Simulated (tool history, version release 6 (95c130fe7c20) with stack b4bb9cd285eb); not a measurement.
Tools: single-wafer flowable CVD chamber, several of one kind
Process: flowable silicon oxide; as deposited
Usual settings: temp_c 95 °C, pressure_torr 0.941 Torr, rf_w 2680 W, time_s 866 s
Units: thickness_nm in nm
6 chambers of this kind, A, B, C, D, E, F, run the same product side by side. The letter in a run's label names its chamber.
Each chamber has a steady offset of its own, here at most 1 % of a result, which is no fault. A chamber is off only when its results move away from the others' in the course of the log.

run   hour  temp_c  pressure_torr  rf_w  time_s  hours since the last thermocouple change  hours since the last RF generator calibration  hours since the last manometer calibration  read-back reference wafer on the same gauge, thickness_nm  thickness_nm
 1D    9.9      95          0.941  2680     866                                    1681.3                                          197.2                                        23.8                                                     834.56        790.05
 2E   23.3      95          0.941  2680     866                                     585.8                                          751.3                                      1252.0                                                     835.90        783.83
 3A   35.0      95          0.941  2680     866                                     518.7                                          712.4                                        54.1                                                     834.09        796.20
      40.6  -- chamber E: capacitance manometer re-zeroed and calibrated
 4F   44.0      95          0.941  2680     866                                     592.0                                          594.0                                      1461.7                                                     835.82        797.81
 5B   52.1      95          0.941  2680     866                                     511.3                                         1413.5                                      1598.4                                                     834.58        794.72
 6C   64.1      95          0.941  2680     866                                    1055.2                                          598.0                                       557.8                                                     836.11        795.33
 7D   75.8      95          0.941  2980     866                                    1747.2                                          263.1                                        89.7                                                     835.15        797.65
 8E   84.7      95          0.941  2980     866                                     647.2                                          812.7                                        44.2                                                     834.76        794.55
 9A   98.1      95          0.941  2980     866                                     581.8                                          775.5                                       117.2                                                     835.79        809.26
10B  108.7      95          0.941  2980     866                                     567.9                                         1470.1                                      1655.0                                                     835.38        807.55
11C  117.5      95          0.941  2980     866                                    1108.6                                          651.4                                       611.2                                                     834.84        800.14
12F  126.7      95          0.941  2980     866                                     674.7                                          676.7                                      1544.4                                                     835.62        796.20
     137.8  -- chamber B: capacitance manometer re-zeroed and calibrated
13D  140.8      95          0.941  2680     866                                    1812.2                                          328.1                                       154.7                                                     834.88        802.31
14A  152.3      95          0.941  2680     866                                     636.0                                          829.7                                       171.4                                                     834.91        795.93
15E  163.5      95          0.941  2680     866                                     726.0                                          891.5                                       123.0                                                     836.37        792.75
16C  171.3      95          0.941  2680     866                                    1162.4                                          705.2                                       665.0                                                     834.39        795.45
17F  183.6      95          0.941  2680     866                                     731.6                                          733.6                                      1601.3                                                     834.65        798.36
18B  197.7      95          0.941  2680     866                                     656.9                                         1559.1                                        59.9                                                     835.74        797.92
19D  210.2      95          0.941  2680     866                                    1881.6                                          397.5                                       224.1                                                     835.74        794.41
     210.3  -- chamber E: RF generator calibrated
20B  225.0      95          0.941  2680     866                                     684.2                                         1586.4                                        87.2                                                     835.33        799.64
21E  234.7      95          0.941  2680     866                                     797.2                                           24.4                                       194.2                                                     834.73        800.34
22F  246.6      95          0.941  2680     866                                     794.6                                          796.6                                      1664.3                                                     835.82        785.27
23A  258.6      95          0.941  2680     866                                     742.3                                          936.0                                       277.7                                                     834.43        796.20
24C  272.5     107          0.941  3095     866                                    1263.6                                          806.4                                       766.2                                                     835.69        538.95
     275.6  -- chamber E: thermocouple changed; heater temperature recalibrated
25B  286.1     107          0.941  3095     866                                     745.3                                         1647.5                                       148.3                                                     833.91        544.49
     293.6  -- chamber B: RF generator calibrated
26D  299.7     107          0.941  3095     866                                    1971.1                                          487.0                                       313.6                                                     836.44        536.93
     306.8  -- chamber D: thermocouple changed; heater temperature recalibrated
27F  314.0     107          0.941  3095     866                                     862.0                                          864.0                                      1731.7                                                     836.81        543.45
28C  324.4     107          0.941  3095     866                                    1315.5                                          858.3                                       818.1                                                     834.05        538.11
29E  338.2     107          0.941  3095     866                                      62.6                                          127.9                                       297.7                                                     834.21        572.19
30A  348.3      95          0.941  2680     866                                     832.0                                         1025.7                                       367.4                                                     836.01        802.96
31C  359.6     107          1.107  2680     866                                    1350.7                                          893.5                                       853.3                                                     834.85        642.91
32B  373.9     107          1.107  2680     866                                     833.1                                           80.3                                       236.1                                                     835.38        645.96
33E  386.8     107          1.107  2680     866                                     111.2                                          176.5                                       346.3                                                     834.54        679.66
34A  399.5     107          1.107  2680     866                                     883.2                                         1076.9                                       418.6                                                     835.04        641.62
35D  406.5     107          1.107  2680     866                                      99.8                                          593.8                                       420.4                                                     835.45        646.50
36F  413.9     107          1.107  2680     866                                     961.9                                          963.9                                      1831.6                                                     834.64        640.35
     420.7  -- chamber C: capacitance manometer re-zeroed and calibrated
37B  424.1      95          0.941  2680     866                                     883.3                                          130.5                                       286.3                                                     834.83        798.00
38A  435.8      95          0.941  2680     866                                     919.5                                         1113.2                                       454.9                                                     835.36        801.93
39C  445.3      95          0.941  2680     866                                    1436.4                                          979.2                                        24.6                                                     835.95        797.86
40D  456.3      95          0.941  2680     866                                     149.6                                          643.6                                       470.2                                                     835.47        795.95
41F  466.7      95          0.941  2680     866                                    1014.7                                         1016.7                                      1884.4                                                     834.84        782.57
42E  475.5      95          0.941  2680     866                                     199.9                                          265.2                                       435.0                                                     835.96        841.58
43F  482.0      95          0.941  2680     957                                    1030.0                                         1032.0                                      1899.7                                                     835.08        866.64
44A  492.8      95          0.941  2680     957                                     976.5                                         1170.2                                       511.9                                                     834.69        875.66

Next, every chamber runs the same settings. What will each give?
45A  503.5      95          0.941  2680     866                                                                                                                                                                                                             ?
45B  503.5      95          0.941  2680     866                                                                                                                                                                                                             ?
45C  503.5      95          0.941  2680     866                                                                                                                                                                                                             ?
45D  503.5      95          0.941  2680     866                                                                                                                                                                                                             ?
45E  503.5      95          0.941  2680     866                                                                                                                                                                                                             ?
45F  503.5      95          0.941  2680     866                                                                                                                                                                                                             ?

run  thickness_nm
45A        798.51
45B        803.05
45C        796.13
45D        794.13
45E        838.80
45F        793.79
